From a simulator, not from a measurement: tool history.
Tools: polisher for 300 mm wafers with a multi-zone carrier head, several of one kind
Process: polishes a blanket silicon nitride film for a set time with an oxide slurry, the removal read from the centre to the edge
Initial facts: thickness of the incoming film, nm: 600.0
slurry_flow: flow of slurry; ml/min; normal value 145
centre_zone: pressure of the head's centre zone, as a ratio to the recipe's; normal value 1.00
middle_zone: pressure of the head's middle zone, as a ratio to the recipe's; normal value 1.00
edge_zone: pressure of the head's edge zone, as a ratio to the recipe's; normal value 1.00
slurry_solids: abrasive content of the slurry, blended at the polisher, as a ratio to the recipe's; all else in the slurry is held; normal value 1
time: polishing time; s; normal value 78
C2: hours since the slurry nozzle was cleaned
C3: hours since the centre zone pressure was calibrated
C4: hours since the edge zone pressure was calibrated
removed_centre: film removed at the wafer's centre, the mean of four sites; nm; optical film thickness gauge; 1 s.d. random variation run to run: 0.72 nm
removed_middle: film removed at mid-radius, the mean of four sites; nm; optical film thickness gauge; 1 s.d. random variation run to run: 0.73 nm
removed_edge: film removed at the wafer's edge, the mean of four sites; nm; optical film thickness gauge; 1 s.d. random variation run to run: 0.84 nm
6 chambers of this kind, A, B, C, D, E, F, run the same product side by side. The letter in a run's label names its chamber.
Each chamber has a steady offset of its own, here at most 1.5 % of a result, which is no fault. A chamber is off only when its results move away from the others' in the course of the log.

run 1A day=0.208 | slurry_flow=145 centre_zone=1.00 middle_zone=1.00 edge_zone=1.00 slurry_solids=1 time=78 | wafers_polished_on_this_pad=832 C2=82.2 C3=501.7 C4=32.0 | removed_centre=55.995 removed_middle=56.055 removed_edge=57.281
run 2F day=0.471 | slurry_flow=145 centre_zone=1.00 middle_zone=1.00 edge_zone=1.00 slurry_solids=1 time=78 | wafers_polished_on_this_pad=156 C2=468.0 C3=186.8 C4=431.8 | removed_centre=56.891 removed_middle=56.095 removed_edge=55.693
-- day=0.621 chamber D: worn pad replaced by a new one
run 3E day=0.675 | slurry_flow=145 centre_zone=1.00 middle_zone=1.00 edge_zone=1.00 slurry_solids=1 time=78 | wafers_polished_on_this_pad=1286 C2=114.6 C3=197.8 C4=455.3 | removed_centre=56.744 removed_middle=56.485 removed_edge=57.625
-- day=0.904 chamber E: worn pad replaced by a new one
run 4D day=0.933 | slurry_flow=145 centre_zone=1.00 middle_zone=1.00 edge_zone=1.00 slurry_solids=1 time=78 | wafers_polished_on_this_pad=82 C2=204.6 C3=306.0 C4=551.5 | removed_centre=57.175 removed_middle=56.751 removed_edge=57.020
-- day=0.946 chamber A: worn pad replaced by a new one
run 5B day=1.175 | slurry_flow=100 centre_zone=1.00 middle_zone=0.90 edge_zone=1.00 slurry_solids=1 time=78 | wafers_polished_on_this_pad=726 C2=141.3 C3=1046.3 C4=799.3 | removed_centre=51.520 removed_middle=47.143 removed_edge=53.519
-- day=1.412 chamber B: worn pad replaced by a new one
run 6C day=1.579 | slurry_flow=100 centre_zone=1.00 middle_zone=0.90 edge_zone=1.00 slurry_solids=1 time=78 | wafers_polished_on_this_pad=796 C2=388.8 C3=655.4 C4=334.9 | removed_centre=51.146 removed_middle=47.641 removed_edge=53.899
run 7C day=1.850 | slurry_flow=100 centre_zone=1.00 middle_zone=0.90 edge_zone=1.00 slurry_solids=1 time=78 | wafers_polished_on_this_pad=867 C2=395.3 C3=661.9 C4=341.4 | removed_centre=51.704 removed_middle=46.848 removed_edge=52.580
-- day=2.150 chamber D: edge zone pressure recalibrated
run 8F day=2.225 | slurry_flow=100 centre_zone=1.00 middle_zone=0.90 edge_zone=1.00 slurry_solids=1 time=78 | wafers_polished_on_this_pad=616 C2=510.1 C3=228.9 C4=473.9 | removed_centre=51.243 removed_middle=46.437 removed_edge=53.313
-- day=2.404 chamber C: centre zone pressure recalibrated
run 9B day=2.533 | slurry_flow=100 centre_zone=1.00 middle_zone=0.90 edge_zone=1.00 slurry_solids=1 time=78 | wafers_polished_on_this_pad=294 C2=173.9 C3=1078.9 C4=831.9 | removed_centre=51.741 removed_middle=47.636 removed_edge=53.900
run 10D day=2.888 | slurry_flow=100 centre_zone=1.00 middle_zone=0.90 edge_zone=1.00 slurry_solids=1 time=78 | wafers_polished_on_this_pad=595 C2=251.5 C3=352.9 C4=17.7 | removed_centre=50.139 removed_middle=47.085 removed_edge=54.192
-- day=3.138 chamber C: worn pad replaced by a new one
run 11A day=3.212 | slurry_flow=145 centre_zone=1.00 middle_zone=1.00 edge_zone=1.00 slurry_solids=1 time=78 | wafers_polished_on_this_pad=595 C2=154.3 C3=573.8 C4=104.1 | removed_centre=54.717 removed_middle=57.277 removed_edge=59.635
-- day=3.471 chamber B: centre zone pressure recalibrated
run 12E day=3.525 | slurry_flow=145 centre_zone=1.00 middle_zone=1.00 edge_zone=1.00 slurry_solids=1 time=78 | wafers_polished_on_this_pad=688 C2=183.0 C3=266.2 C4=523.7 | removed_centre=56.333 removed_middle=55.829 removed_edge=56.241
run 13A day=3.746 | slurry_flow=145 centre_zone=1.00 middle_zone=1.00 edge_zone=1.00 slurry_solids=1 time=78 | wafers_polished_on_this_pad=735 C2=167.1 C3=586.6 C4=116.9 | removed_centre=56.405 removed_middle=55.956 removed_edge=57.274
-- day=3.842 chamber C: slurry nozzle cleaned
-- day=3.908 chamber A: slurry nozzle cleaned
run 14F day=3.938 | slurry_flow=145 centre_zone=1.00 middle_zone=1.00 edge_zone=1.00 slurry_solids=1 time=78 | wafers_polished_on_this_pad=1066 C2=551.2 C3=270.0 C4=515.0 | removed_centre=57.377 removed_middle=57.735 removed_edge=56.240
run 15C day=4.217 | slurry_flow=145 centre_zone=1.00 middle_zone=1.00 edge_zone=1.00 slurry_solids=1 time=78 | wafers_polished_on_this_pad=283 C2=9.1 C3=43.6 C4=398.2 | removed_centre=57.951 removed_middle=56.988 removed_edge=56.559
-- day=4.342 chamber B: worn pad replaced by a new one
run 16D day=4.475 | slurry_flow=145 centre_zone=0.90 middle_zone=0.89 edge_zone=1.00 slurry_solids=1 time=78 | wafers_polished_on_this_pad=1012 C2=289.6 C3=391.0 C4=55.8 | removed_centre=48.526 removed_middle=50.095 removed_edge=55.491
run 17B day=4.746 | slurry_flow=145 centre_zone=0.90 middle_zone=0.89 edge_zone=1.00 slurry_solids=1 time=78 | wafers_polished_on_this_pad=106 C2=227.0 C3=30.7 C4=885.0 | removed_centre=51.984 removed_middle=50.626 removed_edge=55.386
run 18E day=4.946 | slurry_flow=145 centre_zone=0.90 middle_zone=0.89 edge_zone=1.00 slurry_solids=1 time=78 | wafers_polished_on_this_pad=1060 C2=217.1 C3=300.3 C4=557.8 | removed_centre=51.256 removed_middle=49.910 removed_edge=57.154
-- day=5.033 chamber D: worn pad replaced by a new one
run 19A day=5.233 | slurry_flow=145 centre_zone=0.90 middle_zone=0.89 edge_zone=1.00 slurry_solids=1 time=78 | wafers_polished_on_this_pad=1125 C2=31.9 C3=622.3 C4=152.6 | removed_centre=51.335 removed_middle=51.189 removed_edge=57.492
-- day=5.417 chamber A: worn pad replaced by a new one
-- day=5.454 chamber E: slurry nozzle cleaned
-- day=5.492 chamber E: worn pad replaced by a new one
-- day=5.500 chamber F: worn pad replaced by a new one
run 20D day=5.642 | slurry_flow=145 centre_zone=0.90 middle_zone=0.89 edge_zone=1.00 slurry_solids=1 time=78 | wafers_polished_on_this_pad=160 C2=317.6 C3=419.0 C4=83.8 | removed_centre=48.423 removed_middle=49.033 removed_edge=55.473
run 21C day=5.875 | slurry_flow=145 centre_zone=0.90 middle_zone=0.89 edge_zone=1.00 slurry_solids=1 time=78 | wafers_polished_on_this_pad=719 C2=48.9 C3=83.4 C4=438.0 | removed_centre=49.777 removed_middle=52.647 removed_edge=56.141
run 22B day=6.067 | slurry_flow=145 centre_zone=1.00 middle_zone=1.00 edge_zone=1.00 slurry_solids=1 time=78 | wafers_polished_on_this_pad=452 C2=258.7 C3=62.4 C4=916.7 | removed_centre=57.498 removed_middle=58.308 removed_edge=57.220
run 23F day=6.350 | slurry_flow=145 centre_zone=1.00 middle_zone=1.00 edge_zone=1.00 slurry_solids=1 time=78 | wafers_polished_on_this_pad=223 C2=609.1 C3=327.9 C4=572.9 | removed_centre=56.102 removed_middle=55.728 removed_edge=55.394
run 24E day=6.683 | slurry_flow=145 centre_zone=1.00 middle_zone=1.00 edge_zone=1.00 slurry_solids=1 time=78 | wafers_polished_on_this_pad=313 C2=29.5 C3=342.0 C4=599.5 | removed_centre=56.670 removed_middle=56.762 removed_edge=56.741
-- day=6.996 chamber B: worn pad replaced by a new one
-- day=7.075 chamber C: worn pad replaced by a new one
run 25F day=7.096 | slurry_flow=145 centre_zone=1.00 middle_zone=1.00 edge_zone=1.00 slurry_solids=1 time=78 | wafers_polished_on_this_pad=419 C2=627.0 C3=345.8 C4=590.8 | removed_centre=57.139 removed_middle=56.790 removed_edge=57.168
run 26C day=7.408 | slurry_flow=145 centre_zone=1.00 middle_zone=1.00 edge_zone=1.07 slurry_solids=1 time=78 | wafers_polished_on_this_pad=88 C2=85.7 C3=120.2 C4=474.8 | removed_centre=56.764 removed_middle=56.529 removed_edge=59.900
run 27A day=7.646 | slurry_flow=145 centre_zone=1.00 middle_zone=1.00 edge_zone=1.07 slurry_solids=1 time=78 | wafers_polished_on_this_pad=585 C2=89.8 C3=680.2 C4=210.5 | removed_centre=56.011 removed_middle=56.884 removed_edge=60.034
run 28E day=7.838 | slurry_flow=145 centre_zone=1.00 middle_zone=1.00 edge_zone=1.07 slurry_solids=1 time=78 | wafers_polished_on_this_pad=616 C2=57.2 C3=369.7 C4=627.2 | removed_centre=56.659 removed_middle=55.855 removed_edge=57.984
run 29D day=8.117 | slurry_flow=145 centre_zone=1.00 middle_zone=1.00 edge_zone=1.07 slurry_solids=1 time=78 | wafers_polished_on_this_pad=809 C2=377.0 C3=478.4 C4=143.2 | removed_centre=52.212 removed_middle=52.866 removed_edge=54.870
-- day=8.350 chamber C: edge zone pressure recalibrated
run 30B day=8.479 | slurry_flow=145 centre_zone=1.00 middle_zone=1.00 edge_zone=1.07 slurry_solids=1 time=78 | wafers_polished_on_this_pad=389 C2=316.6 C3=120.3 C4=974.6 | removed_centre=57.768 removed_middle=56.286 removed_edge=58.348
-- day=8.521 chamber B: slurry nozzle cleaned
run 31F day=8.671 | slurry_flow=145 centre_zone=1.00 middle_zone=1.00 edge_zone=1.07 slurry_solids=1 time=78 | wafers_polished_on_this_pad=832 C2=664.8 C3=383.6 C4=628.6 | removed_centre=57.347 removed_middle=56.391 removed_edge=58.979
run 32B day=9.088 | slurry_flow=145 centre_zone=1.00 middle_zone=1.00 edge_zone=1.00 slurry_solids=1 time=78 | wafers_polished_on_this_pad=549 C2=13.6 C3=134.9 C4=989.2 | removed_centre=57.195 removed_middle=57.640 removed_edge=57.734
run 33A day=9.333 | slurry_flow=145 centre_zone=1.00 middle_zone=1.00 edge_zone=1.00 slurry_solids=1 time=78 | wafers_polished_on_this_pad=1027 C2=130.3 C3=720.7 C4=251.0 | removed_centre=57.034 removed_middle=55.819 removed_edge=58.645
-- day=9.508 chamber D: worn pad replaced by a new one
run 34D day=9.521 | slurry_flow=145 centre_zone=1.08 middle_zone=0.96 edge_zone=1.00 slurry_solids=1 time=78 | wafers_polished_on_this_pad=4 C2=410.7 C3=512.1 C4=176.9 | removed_centre=54.927 removed_middle=50.477 removed_edge=54.594
-- day=9.642 chamber E: worn pad replaced by a new one
run 35C day=9.946 | slurry_flow=145 centre_zone=1.08 middle_zone=0.96 edge_zone=1.00 slurry_solids=1 time=78 | wafers_polished_on_this_pad=754 C2=146.6 C3=181.1 C4=38.4 | removed_centre=62.405 removed_middle=54.157 removed_edge=56.843
-- day=10.054 chamber B: worn pad replaced by a new one
run 36E day=10.204 | slurry_flow=145 centre_zone=1.08 middle_zone=0.96 edge_zone=1.00 slurry_solids=1 time=78 | wafers_polished_on_this_pad=148 C2=114.0 C3=426.5 C4=684.0 | removed_centre=61.360 removed_middle=53.995 removed_edge=57.032
run 37D day=10.471 | slurry_flow=145 centre_zone=1.08 middle_zone=0.96 edge_zone=1.00 slurry_solids=1 time=78 | wafers_polished_on_this_pad=253 C2=433.5 C3=534.9 C4=199.7 | removed_centre=53.838 removed_middle=48.190 removed_edge=52.807
run 38E day=10.767 | slurry_flow=145 centre_zone=1.08 middle_zone=0.96 edge_zone=1.00 slurry_solids=1 time=78 | wafers_polished_on_this_pad=295 C2=127.5 C3=440.0 C4=697.5 | removed_centre=61.434 removed_middle=53.549 removed_edge=55.910
run 39B day=11.121 | slurry_flow=145 centre_zone=1.08 middle_zone=0.96 edge_zone=1.00 slurry_solids=1 time=78 | wafers_polished_on_this_pad=280 C2=62.4 C3=183.7 C4=1038.0 | removed_centre=61.996 removed_middle=54.692 removed_edge=57.796

Is one chamber out of step, is the gauge drifting, or do the chambers differ by no more than their own small offsets? For an off chamber, give its letter and the likeliest cause.

One chamber, D, drifts off from the rest bit by bit.
What lies behind it: slurry flow missing at the pad, % = 40.4.

Which of the 4 candidates below, each the usual settings with something changed and its results left as question marks, puts chamber D back in line with what the other chambers give on the usual settings?
In line means no further than this from the other chambers' mean on the usual settings: removed_centre 2.500 nm; removed_middle 2.600 nm; removed_edge 2.900 nm
run 40D-1 day=11.433 | slurry_flow=135 centre_zone=0.97 middle_zone=0.98 edge_zone=1.02 slurry_solids=0.95 time=72 | removed_centre=? removed_middle=? removed_edge=?
run 40D-2 day=11.433 | slurry_flow=155 centre_zone=1.03 middle_zone=1.02 edge_zone=0.98 slurry_solids=1.05 time=84 | removed_centre=? removed_middle=? removed_edge=?
run 40D-3 day=11.433 | slurry_flow=140 centre_zone=0.99 middle_zone=0.99 edge_zone=1.01 slurry_solids=1.00 time=76 | removed_centre=? removed_middle=? removed_edge=?
run 40D-4 day=11.433 | slurry_flow=150 centre_zone=1.01 middle_zone=1.01 edge_zone=0.99 slurry_solids=1.00 time=80 | removed_centre=? removed_middle=? removed_edge=?

What the other chambers average on the usual settings: removed_centre 56.874 nm; removed_middle 56.541 nm; removed_edge 56.733 nm
run=40D-1 removed_centre=40.958 removed_middle=42.978 removed_edge=46.898
run=40D-2 removed_centre=56.251 removed_middle=56.879 removed_edge=57.698
run=40D-3 removed_centre=45.920 removed_middle=47.451 removed_edge=50.816
run=40D-4 removed_centre=50.712 removed_middle=52.009 removed_edge=53.700
40D-2 is the one that brings the chamber's results back in line with the other chambers.

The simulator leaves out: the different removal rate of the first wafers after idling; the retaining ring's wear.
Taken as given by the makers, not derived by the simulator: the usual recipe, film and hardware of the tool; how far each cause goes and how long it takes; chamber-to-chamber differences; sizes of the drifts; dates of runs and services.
